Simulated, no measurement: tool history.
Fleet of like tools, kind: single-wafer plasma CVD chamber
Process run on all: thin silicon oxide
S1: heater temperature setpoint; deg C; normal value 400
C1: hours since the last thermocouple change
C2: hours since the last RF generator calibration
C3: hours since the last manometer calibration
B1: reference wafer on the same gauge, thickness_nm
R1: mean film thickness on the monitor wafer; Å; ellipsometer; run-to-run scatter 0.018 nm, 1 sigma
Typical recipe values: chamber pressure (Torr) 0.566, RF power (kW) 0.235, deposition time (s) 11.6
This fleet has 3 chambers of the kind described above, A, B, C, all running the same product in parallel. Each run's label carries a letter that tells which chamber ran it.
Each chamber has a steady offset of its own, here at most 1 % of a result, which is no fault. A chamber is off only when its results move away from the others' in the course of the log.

Run 1B, hour 3: usual settings; C1 2664.8; C2 123.1; C3 673.6; B1 13.604. Result: R1 133.97 Å.
Run 2A, hour 9.4: usual settings; C1 881.9; C2 1021.2; C3 372; B1 13.611. Result: R1 134 Å.
Run 3C, hour 15.4: usual settings; C1 160.7; C2 655.1; C3 1486.9; B1 13.611. Result: R1 133.72 Å.
Run 4C, hour 19.3: usual settings; C1 164.6; C2 659; C3 1490.8; B1 13.611. Result: R1 133.97 Å.
Run 5A, hour 22.4: usual settings; C1 894.9; C2 1034.2; C3 385; B1 13.608. Result: R1 134.18 Å.
Run 6B, hour 28.5: usual settings; C1 2690.3; C2 148.6; C3 699.1; B1 13.612. Result: R1 133.87 Å.
Run 7A, hour 32: usual settings; C1 904.5; C2 1043.8; C3 394.6; B1 13.618. Result: R1 134.33 Å.
At hour 34.6: chamber B: thermocouple changed; heater temperature recalibrated.
Run 8B, hour 37.7: usual settings; C1 3.2; C2 157.8; C3 708.3; B1 13.614. Result: R1 133.9 Å.
Run 9C, hour 42.7: usual settings; C1 188; C2 682.4; C3 1514.2; B1 13.621. Result: R1 133.53 Å.
Run 10A, hour 46.2: usual settings; C1 918.7; C2 1058; C3 408.8; B1 13.619. Result: R1 134.19 Å.
Run 11B, hour 51.2: usual settings; C1 16.7; C2 171.3; C3 721.8; B1 13.624. Result: R1 134.03 Å.
Run 12C, hour 54.5: usual settings; C1 199.8; C2 694.2; C3 1526; B1 13.632. Result: R1 133.98 Å.
Run 13A, hour 60.5: usual settings but RF power (kW) 0.255, deposition time (s) 9.7; C1 933; C2 1072.3; C3 423.1; B1 13.622. Result: R1 116.94 Å.
Run 14B, hour 63.7: usual settings but RF power (kW) 0.255, deposition time (s) 9.7; C1 29.2; C2 183.8; C3 734.3; B1 13.628. Result: R1 116.85 Å.
Run 15C, hour 69.4: usual settings but RF power (kW) 0.255, deposition time (s) 9.7; C1 214.7; C2 709.1; C3 1540.9; B1 13.63. Result: R1 116.42 Å.
Run 16C, hour 74: usual settings but RF power (kW) 0.28; C1 219.3; C2 713.7; C3 1545.5; B1 13.63. Result: R1 144.51 Å.
Run 17A, hour 78.7: usual settings but RF power (kW) 0.28; C1 951.2; C2 1090.5; C3 441.3; B1 13.638. Result: R1 145.13 Å.
Run 18B, hour 82.8: usual settings but RF power (kW) 0.28; C1 48.3; C2 202.9; C3 753.4; B1 13.638. Result: R1 145.29 Å.
Run 19C, hour 86.1: usual settings; C1 231.4; C2 725.8; C3 1557.6; B1 13.641. Result: R1 133.7 Å.
Run 20B, hour 91.9: usual settings; C1 57.4; C2 212; C3 762.5; B1 13.642. Result: R1 134.43 Å.
Run 21A, hour 97.2: usual settings; C1 969.7; C2 1109; C3 459.8; B1 13.641. Result: R1 134.86 Å.
Run 22C, hour 100.6: usual settings; C1 245.9; C2 740.3; C3 1572.1; B1 13.647. Result: R1 134.11 Å.
Run 23A, hour 103.9: usual settings; C1 976.4; C2 1115.7; C3 466.5; B1 13.644. Result: R1 134.55 Å.
Run 24B, hour 107.4: usual settings; C1 72.9; C2 227.5; C3 778; B1 13.652. Result: R1 134.53 Å.
Run 25C, hour 113.1: usual settings but S1 388 deg C, chamber pressure (Torr) 0.647; C1 258.4; C2 752.8; C3 1584.6; B1 13.649. Result: R1 156.18 Å.
Run 26B, hour 119.4: usual settings but S1 388 deg C, chamber pressure (Torr) 0.647; C1 84.9; C2 239.5; C3 790; B1 13.654. Result: R1 157.47 Å.
Run 27A, hour 122.9: usual settings but S1 388 deg C, chamber pressure (Torr) 0.647; C1 995.4; C2 1134.7; C3 485.5; B1 13.656. Result: R1 157.09 Å.
Run 28B, hour 129.1: usual settings; C1 94.6; C2 249.2; C3 799.7; B1 13.655. Result: R1 134.63 Å.
Run 29A, hour 133.5: usual settings; C1 1006; C2 1145.3; C3 496.1; B1 13.658. Result: R1 134.84 Å.
Run 30C, hour 136.8: usual settings but chamber pressure (Torr) 0.462; C1 282.1; C2 776.5; C3 1608.3; B1 13.66. Result: R1 107.08 Å.
Run 31B, hour 140.4: usual settings but chamber pressure (Torr) 0.462; C1 105.9; C2 260.5; C3 811; B1 13.662. Result: R1 106.62 Å.
Run 32C, hour 145.6: usual settings but chamber pressure (Torr) 0.462; C1 290.9; C2 785.3; C3 1617.1; B1 13.672. Result: R1 107.09 Å.
Run 33A, hour 148.7: usual settings; C1 1021.2; C2 1160.5; C3 511.3; B1 13.67. Result: R1 134.87 Å.
Run 34A, hour 152.4: usual settings; C1 1024.9; C2 1164.2; C3 515; B1 13.667. Result: R1 134.6 Å.
Run 35C, hour 157.9: usual settings; C1 303.2; C2 797.6; C3 1629.4; B1 13.676. Result: R1 134.39 Å.

Is one chamber out of step, is the gauge drifting, or do the chambers differ by no more than their own small offsets? For an off chamber, give its letter and the likeliest cause.

Gauge drift. The chambers move together only on paper, and none stands off.
What lies behind it: gauge reads high (%) = 0.545.
